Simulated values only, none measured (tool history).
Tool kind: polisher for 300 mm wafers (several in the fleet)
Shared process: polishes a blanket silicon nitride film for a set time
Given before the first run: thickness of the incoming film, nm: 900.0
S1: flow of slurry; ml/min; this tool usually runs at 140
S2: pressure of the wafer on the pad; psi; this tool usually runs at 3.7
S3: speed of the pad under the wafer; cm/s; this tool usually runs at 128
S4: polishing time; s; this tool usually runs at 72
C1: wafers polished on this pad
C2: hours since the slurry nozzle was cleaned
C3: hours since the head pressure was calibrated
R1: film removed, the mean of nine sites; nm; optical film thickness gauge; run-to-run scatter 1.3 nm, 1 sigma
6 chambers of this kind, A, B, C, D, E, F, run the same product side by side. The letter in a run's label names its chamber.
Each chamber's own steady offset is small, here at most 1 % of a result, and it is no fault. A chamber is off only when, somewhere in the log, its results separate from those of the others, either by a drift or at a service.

run,hour,S1,S2,S3,S4,C1,C2,C3,R1
1C,5.6,140,3.7,128,72,236,349.8,892.7,150.83
# hour 6.6: chamber E: worn pad replaced by a new one
2F,10.4,140,3.7,128,72,505,177.4,302.4,152.15
3D,14.1,140,3.7,128,72,691,350.9,434.1,149.02
4E,16.6,140,3.7,128,72,122,548.3,129.5,151.37
# hour 20.1: chamber D: worn pad replaced by a new one
5A,21.5,140,3.7,128,72,843,160.9,448.6,147.87
6B,24.1,140,3.7,128,72,918,330.3,1043.9,151.64
# hour 24.2: chamber E: slurry nozzle cleaned
7F,29.1,140,3.7,128,72,732,196.1,321.1,150.64
# hour 31.5: chamber A: worn pad replaced by a new one
8C,33.0,140,3.7,128,72,569,377.2,920.1,152.91
# hour 33.5: chamber F: worn pad replaced by a new one
9D,35.6,140,3.7,128,72,188,372.4,455.6,152.10
10E,39.5,140,3.7,162,93,400,15.3,152.4,233.79
11A,43.0,140,3.7,162,93,140,182.4,470.1,235.72
12B,45.8,140,3.7,162,93,1182,352.0,1065.6,236.37
13A,48.7,140,3.7,162,93,210,188.1,475.8,234.96
14B,51.9,140,3.7,162,93,1256,358.1,1071.7,235.97
15F,55.8,140,3.7,162,93,271,222.8,347.8,234.33
# hour 56.8: chamber C: worn pad replaced by a new one
# hour 59.4: chamber B: worn pad replaced by a new one
16C,61.4,140,3.7,128,72,55,405.6,948.5,145.80
17E,64.9,140,3.7,128,72,709,40.7,177.8,151.23
18D,68.0,140,3.7,128,72,582,404.8,488.0,149.37
# hour 70.4: chamber E: worn pad replaced by a new one
19A,70.5,140,4.1,128,72,474,209.9,497.6,167.83
20F,74.6,140,4.1,128,72,499,241.6,366.6,169.32
21C,77.1,140,4.1,128,72,246,421.3,964.2,163.15
22B,80.7,140,4.1,128,72,259,386.9,1100.5,165.74
# hour 83.5: chamber D: worn pad replaced by a new one
23D,83.8,140,4.1,128,72,4,420.6,503.8,165.26
24E,88.9,140,4.1,128,72,225,64.7,201.8,169.03
25F,92.8,140,3.7,128,72,721,259.8,384.8,151.48
26A,97.1,140,3.7,128,72,798,236.5,524.2,152.83
# hour 101.4: chamber F: worn pad replaced by a new one
27B,101.5,140,3.7,128,72,511,407.7,1121.3,152.98
# hour 103.2: chamber F: head pressure recalibrated
28D,104.7,140,3.7,128,72,258,441.5,524.7,151.73
# hour 109.4: chamber A: worn pad replaced by a new one
29E,110.2,140,3.7,128,72,483,86.0,223.1,151.57
30C,115.1,140,3.7,128,72,708,459.3,1002.2,144.84
31B,117.6,185,3.7,128,72,707,423.8,1137.4,158.96
32A,121.4,185,3.7,128,72,145,260.8,548.5,158.50
33F,125.2,185,3.7,128,72,289,292.2,22.1,157.21
34E,130.1,185,3.7,128,72,725,105.9,243.0,157.27
# hour 133.3: chamber E: worn pad replaced by a new one
35D,134.3,185,3.7,128,72,618,471.1,554.3,155.47
36C,137.5,185,3.7,128,72,980,481.7,1024.6,150.94
37F,143.1,140,3.7,128,72,507,310.1,40.0,152.87
38B,146.3,140,3.7,128,72,1056,452.5,1166.1,152.72
# hour 147.2: chamber C: worn pad replaced by a new one
39E,148.8,140,3.0,128,94,189,124.6,261.7,159.38
# hour 153.0: chamber D: worn pad replaced by a new one
40C,153.2,140,3.0,128,94,73,497.4,1040.3,147.61
41D,156.3,140,3.0,128,94,40,493.1,576.3,157.65

Each of the 6 chambers runs these same settings next. Fill in every chamber's results:
42A,160.4,140,3.7,128,72,,,,?
42B,160.4,140,3.7,128,72,,,,?
42C,160.4,140,3.7,128,72,,,,?
42D,160.4,140,3.7,128,72,,,,?
42E,160.4,140,3.7,128,72,,,,?
42F,160.4,140,3.7,128,72,,,,?

run,R1
42A,152.27
42B,148.12
42C,138.84
42D,149.48
42E,154.17
42F,149.86
